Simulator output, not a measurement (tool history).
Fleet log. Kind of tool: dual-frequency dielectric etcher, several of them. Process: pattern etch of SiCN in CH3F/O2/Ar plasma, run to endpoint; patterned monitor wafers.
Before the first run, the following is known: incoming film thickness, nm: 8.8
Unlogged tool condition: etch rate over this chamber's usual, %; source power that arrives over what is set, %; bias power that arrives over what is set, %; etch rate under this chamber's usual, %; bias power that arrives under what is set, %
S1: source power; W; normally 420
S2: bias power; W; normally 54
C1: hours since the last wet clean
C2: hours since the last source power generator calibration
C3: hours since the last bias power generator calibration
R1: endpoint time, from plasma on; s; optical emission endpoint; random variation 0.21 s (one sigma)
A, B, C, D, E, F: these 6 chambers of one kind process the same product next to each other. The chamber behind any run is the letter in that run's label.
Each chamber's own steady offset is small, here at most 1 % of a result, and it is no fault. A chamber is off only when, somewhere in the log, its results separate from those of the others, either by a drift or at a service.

run,hour,S1,S2,C1,C2,C3,R1
1A,6.3,420,54,30.6,2088.3,194.3,25.529
2B,11.4,420,54,365.3,527.7,2519.5,25.669
3E,17.8,420,54,570.1,650.8,3314.7,25.77
4F,21.8,420,54,100,100.3,976.4,25.335
5D,27.1,370,54,301.5,1173.4,4235.9,26.356
6C,32.8,370,54,244.4,2149.4,558,26.839
7C,38,370,54,249.6,2154.6,563.2,26.504
# hour 40.1: chamber E: wet clean of the chamber
8D,45.3,370,54,319.7,1191.6,4254.1,26.538
9A,53,370,54,77.3,2135,241,26.822
# hour 54.1: chamber B: wet clean of the chamber
10B,59.7,370,54,5.7,576,2567.8,26.62
11E,64.3,420,54,24.2,697.3,3361.2,25.276
12F,71.1,420,54,149.3,149.6,1025.7,25.465
13B,77,420,54,23,593.3,2585.1,25.708
14E,84.4,420,54,44.3,717.4,3381.3,25.643
15D,92.1,340,48,366.5,1238.4,4300.9,28.395
16A,97.2,340,48,121.5,2179.2,285.2,28.672
17C,102.7,340,48,314.3,2219.3,627.9,28.903
18F,107.9,340,48,186.1,186.4,1062.5,28.984
19F,112.8,340,48,191,191.3,1067.4,28.666
20C,120,340,48,331.6,2236.6,645.2,28.222
21A,125.5,370,67,149.8,2207.5,313.5,24.974
22B,133.4,370,67,79.4,649.7,2641.5,24.916
23E,138.1,370,67,98,771.1,3435,25.053
24D,142.2,370,67,416.6,1288.5,4351,24.49
25B,146.2,370,67,92.2,662.5,2654.3,25.009
26A,151.2,370,67,175.5,2233.2,339.2,24.452
27C,155.7,420,54,367.3,2272.3,680.9,25.26
28E,160.8,420,54,120.7,793.8,3457.7,25.415
# hour 165.5: chamber D: wet clean of the chamber
29F,167,420,54,245.2,245.5,1121.6,25.618
30D,174.6,420,54,9.1,1320.9,4383.4,25.665
31E,182.5,420,54,142.4,815.5,3479.4,25.639
32F,186.5,420,54,264.7,265,1141.1,26.025
33D,194,420,54,28.5,1340.3,4402.8,25.745
34C,198.5,420,54,410.1,2315.1,723.7,25.495
35B,205.6,420,54,151.6,721.9,2713.7,25.595
36A,212.9,470,54,237.2,2294.9,400.9,24.357

Is one chamber out of step, is the gauge drifting, or do the chambers differ by no more than their own small offsets? For an off chamber, give its letter and the likeliest cause.

No chamber is off and the gauge is stable; the differences are just each chamber's small, constant offset.

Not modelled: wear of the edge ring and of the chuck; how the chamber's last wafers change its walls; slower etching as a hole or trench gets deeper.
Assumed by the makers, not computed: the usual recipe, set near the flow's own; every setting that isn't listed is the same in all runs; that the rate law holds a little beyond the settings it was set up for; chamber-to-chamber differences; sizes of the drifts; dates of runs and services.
